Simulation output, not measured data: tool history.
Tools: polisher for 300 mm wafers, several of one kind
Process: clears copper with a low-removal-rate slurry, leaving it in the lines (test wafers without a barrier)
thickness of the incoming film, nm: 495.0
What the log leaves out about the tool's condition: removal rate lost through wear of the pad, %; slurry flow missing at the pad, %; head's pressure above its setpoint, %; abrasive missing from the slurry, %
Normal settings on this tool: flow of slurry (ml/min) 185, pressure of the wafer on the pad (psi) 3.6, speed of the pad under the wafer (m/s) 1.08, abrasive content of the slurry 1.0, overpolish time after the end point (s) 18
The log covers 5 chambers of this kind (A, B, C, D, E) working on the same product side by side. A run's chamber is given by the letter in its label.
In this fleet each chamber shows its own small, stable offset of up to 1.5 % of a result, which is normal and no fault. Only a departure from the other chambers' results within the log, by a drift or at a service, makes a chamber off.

run     day  flow of slurry (ml/min)  pressure of the wafer on the pad (psi)  speed of the pad under the wafer (m/s)  abrasive content of the slurry  overpolish time after the end point (s)  wafers polished on this pad  hours since the slurry nozzle was cleaned  hours since the head pressure was calibrated  hours since the slurry blender was calibrated  time until the end point was called (s)  dishing of a wide line in a test structure (nm)
      0.108  -- chamber D: head pressure recalibrated
 1C   0.250                      185                                     3.6                                    1.08                             1.0                                       18                          187                                      711.4                                         815.0                                          198.3                                  112.890                                           52.407
 2B   0.608                      185                                     3.6                                    1.08                             1.0                                       18                          773                                      591.8                                          49.3                                          100.5                                  111.370                                           53.564
 3D   1.054                      185                                     3.6                                    1.08                             1.0                                       18                          369                                      144.3                                          22.7                                          108.2                                  113.260                                           52.005
      1.379  -- chamber A: worn pad replaced by a new one
 4A   1.412                      185                                     3.6                                    1.08                             1.0                                       18                            7                                      171.8                                          95.6                                           64.2                                  113.510                                           52.355
 5E   1.746                      185                                     3.6                                    1.08                             1.0                                       18                          679                                      298.3                                         684.7                                           94.0                                  109.760                                           53.712
 6B   2.112                      185                                     3.6                                    1.08                             1.0                                       18                         1060                                      627.9                                          85.4                                          136.6                                  114.730                                           53.165
 7A   2.608                      185                                     3.6                                    1.08                             1.0                                       18                          235                                      200.5                                         124.3                                           92.9                                  114.200                                           52.091
 8E   3.062                      185                                     3.6                                    1.08                             1.0                                       18                          931                                      329.9                                         716.3                                          125.6                                  114.090                                           51.728
      3.196  -- chamber B: slurry blender recalibrated
 9C   3.304                      185                                     3.6                                    1.08                             1.0                                       18                          770                                      784.7                                         888.3                                          271.6                                  113.800                                           52.817
      3.421  -- chamber B: worn pad replaced by a new one
      3.533  -- chamber D: slurry blender recalibrated
10D   3.646                      185                                     3.6                                    1.08                             1.0                                       18                          864                                      206.5                                          84.9                                            2.8                                  111.650                                           52.233
      3.692  -- chamber C: worn pad replaced by a new one
      3.712  -- chamber E: worn pad replaced by a new one
11C   3.908                      185                                     3.6                                    1.08                             1.0                                       18                           41                                      799.2                                         902.8                                          286.1                                  112.930                                           52.483
      4.096  -- chamber E: slurry blender recalibrated
12D   4.233                      185                                     3.6                                    1.08                             1.0                                       18                          976                                      220.6                                          99.0                                           16.9                                  107.040                                           52.633
13E   4.462                      185                                     3.6                                    1.08                             1.0                                       18                          143                                      363.5                                         749.9                                            8.8                                  112.140                                           54.279
14B   4.850                      185                                     3.6                                    1.08                             1.0                                       18                          273                                      693.6                                         151.1                                           39.8                                  111.430                                           52.182
15A   5.171                      185                                     3.6                                    1.30                             1.0                                       18                          724                                      262.0                                         185.8                                          154.4                                   93.320                                           60.449
      5.254  -- chamber E: head pressure recalibrated
16C   5.438                      185                                     3.6                                    1.30                             1.0                                       18                          333                                      835.9                                         939.5                                          322.8                                   97.224                                           60.245
      5.671  -- chamber C: slurry blender recalibrated
17E   5.725                      185                                     3.6                                    1.30                             1.0                                       18                          384                                      393.8                                          11.4                                           39.1                                   96.457                                           59.942
      5.929  -- chamber A: slurry nozzle cleaned
18B   6.146                      185                                     3.6                                    1.30                             1.0                                       18                          520                                      724.7                                         182.2                                           70.9                                   93.262                                           60.621
19D   6.400                      185                                     3.6                                    1.30                             1.0                                       18                         1390                                      272.6                                         151.0                                           68.9                                   94.314                                           59.453
20A   6.654                      185                                     3.6                                    1.08                             1.0                                       18                         1007                                       17.5                                         221.4                                          190.0                                  111.480                                           52.352
      6.717  -- chamber D: worn pad replaced by a new one
21C   7.125                      185                                     3.6                                    1.08                             1.0                                       18                          655                                      876.4                                         980.0                                           34.9                                  109.410                                           51.660
      7.329  -- chamber A: worn pad replaced by a new one
22D   7.575                      185                                     3.6                                    1.08                             1.0                                        9                          164                                      300.8                                         179.2                                           97.1                                  112.620                                           27.640
      7.821  -- chamber C: slurry nozzle cleaned
23A   7.942                      185                                     3.6                                    1.08                             1.0                                        9                          117                                       48.4                                         252.3                                          220.9                                  113.950                                           29.075
      8.196  -- chamber C: worn pad replaced by a new one
24B   8.271                      185                                     3.6                                    1.08                             1.0                                        9                          926                                      775.7                                         233.2                                          121.9                                  116.210                                           28.939
25E   8.700                      185                                     3.6                                    1.08                             1.0                                        9                          952                                      465.2                                          82.8                                          110.5                                  114.340                                           28.469
      8.888  -- chamber E: worn pad replaced by a new one
      9.071  -- chamber B: slurry nozzle cleaned
26B   9.075                      185                                     3.6                                    1.08                             1.0                                        9                         1080                                        0.1                                         252.5                                          141.2                                  111.400                                           29.458
      9.454  -- chamber D: slurry nozzle cleaned
27A   9.517                      185                                     3.6                                    1.08                             1.0                                       18                          417                                       86.2                                         290.1                                          258.7                                  112.880                                           52.972
28C   9.888                      185                                     3.6                                    1.08                             1.0                                       18                          323                                       49.7                                        1046.3                                          101.2                                  117.690                                           53.250
29D  10.321                      155                                     3.6                                    1.08                             0.9                                       18                          688                                       20.9                                         245.1                                          163.0                                  117.210                                           50.952
30E  10.562                      155                                     3.6                                    1.08                             0.9                                       18                          320                                      509.9                                         127.5                                          155.2                                  115.750                                           51.894

Read the log: is a single chamber off, either drifting away or since a service, is the gauge that measures every chamber drifting, or is nothing wrong beyond small per-chamber offsets? Name any odd chamber and what most likely caused it.

No chamber stands off beyond its own small offset, and the gauge holds steady.
